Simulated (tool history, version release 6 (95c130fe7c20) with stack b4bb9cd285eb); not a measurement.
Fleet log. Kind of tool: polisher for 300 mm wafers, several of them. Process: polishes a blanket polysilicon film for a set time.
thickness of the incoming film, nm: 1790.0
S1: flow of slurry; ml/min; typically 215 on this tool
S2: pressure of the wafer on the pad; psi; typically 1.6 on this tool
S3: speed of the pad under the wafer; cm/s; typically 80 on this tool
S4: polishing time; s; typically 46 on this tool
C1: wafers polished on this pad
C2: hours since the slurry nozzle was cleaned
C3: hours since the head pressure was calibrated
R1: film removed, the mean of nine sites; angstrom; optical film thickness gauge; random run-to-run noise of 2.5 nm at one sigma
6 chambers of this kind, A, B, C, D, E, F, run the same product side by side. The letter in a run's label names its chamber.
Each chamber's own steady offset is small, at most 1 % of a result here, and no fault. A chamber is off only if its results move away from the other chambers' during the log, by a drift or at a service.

run,hour,S1,S2,S3,S4,C1,C2,C3,R1
1E,6.2,215,1.6,80,46,621,361,370,1933.3
2D,9.4,215,1.6,80,46,455,614.2,426.7,1860.3
3F,13.3,215,1.6,80,46,262,528.2,29.1,1869.3
# hour 18.8: chamber C: slurry nozzle cleaned
4B,19.7,215,1.6,80,46,773,177.8,651.8,1879.8
5A,23.6,215,1.6,80,46,976,61.1,257.2,1926.8
# hour 24.8: chamber B: head pressure recalibrated
# hour 27: chamber B: worn pad replaced by a new one
6C,28.8,215,1.6,80,46,671,10,292.9,1894.7
# hour 32.8: chamber C: worn pad replaced by a new one
7A,33.8,215,1.6,92,61,1039,71.3,267.4,2891.5
# hour 36.3: chamber D: worn pad replaced by a new one
8F,39.2,215,1.6,92,61,421,554.1,55,2841.8
9E,45.4,215,1.6,92,61,862,400.2,409.2,2909.8
# hour 48.6: chamber A: worn pad replaced by a new one
10D,48.8,215,1.6,92,61,76,653.6,466.1,2861.4
11C,54,215,1.6,92,61,130,35.2,318.1,2834.2
12B,58.6,215,1.6,92,61,194,216.7,33.9,2814.4
13A,65,215,1.6,80,46,100,102.5,298.6,1905.9
14F,69.3,215,1.6,80,46,606,584.2,85.1,1903.6
15C,73.3,215,1.6,80,46,248,54.5,337.4,1916.9
16E,78.1,215,1.6,80,46,1062,432.9,441.9,1872.1
17B,82.7,215,1.6,80,46,342,240.8,58,1863.8
# hour 83.2: chamber D: head pressure recalibrated
18D,88.7,215,1.6,80,46,321,693.5,5.5,1836.6
19B,92.6,215,1.6,80,46,402,250.7,67.9,1900.4
20D,95.7,215,1,80,36,364,700.5,12.5,917.89
21A,101.6,215,1,80,36,325,139.1,335.2,938.87
22F,104.8,215,1,80,36,823,619.7,120.6,939.89
23C,108.1,215,1,80,36,462,89.3,372.2,899.86
24E,114,215,1,80,36,1282,468.8,477.8,870.64
25F,117.7,215,1,80,36,902,632.6,133.5,929.07
26A,123.4,215,1.6,80,46,458,160.9,357,1859.6
27B,127.5,215,1.6,96,54,616,285.6,102.8,2678.1
28D,131.5,215,1.6,96,54,583,736.3,48.3,2659.2
# hour 133.1: chamber D: worn pad replaced by a new one
# hour 134: chamber B: worn pad replaced by a new one
29C,137.8,215,1.6,96,54,644,119,401.9,2650.4
30E,141.2,215,1.6,96,54,1449,496,505,2574.1
31C,144.8,215,1.6,96,54,687,126,408.9,2616.8
32E,148.2,215,1.6,96,54,1492,503,512,2483.2
# hour 149.7: chamber F: worn pad replaced by a new one
33D,154,215,1.6,80,46,128,758.8,70.8,1862.2
34B,158.5,215,1.6,80,46,150,316.6,133.8,1874
35F,162.4,215,1.6,80,46,78,677.3,178.2,1877.2
36A,166.2,215,1.6,80,46,721,203.7,399.8,1961.5
# hour 167.9: chamber D: slurry nozzle cleaned
37D,172.3,215,1.6,80,46,240,4.4,89.1,1923

All chambers now run identical settings, listed one chamber a line with results as question marks. What results will each chamber show?
38A,176.9,215,1.6,80,60,,,,?
38B,176.9,215,1.6,80,60,,,,?
38C,176.9,215,1.6,80,60,,,,?
38D,176.9,215,1.6,80,60,,,,?
38E,176.9,215,1.6,80,60,,,,?
38F,176.9,215,1.6,80,60,,,,?

run,R1
38A,2547.9
38B,2472.4
38C,2398.2
38D,2482.5
38E,2276
38F,2498.4
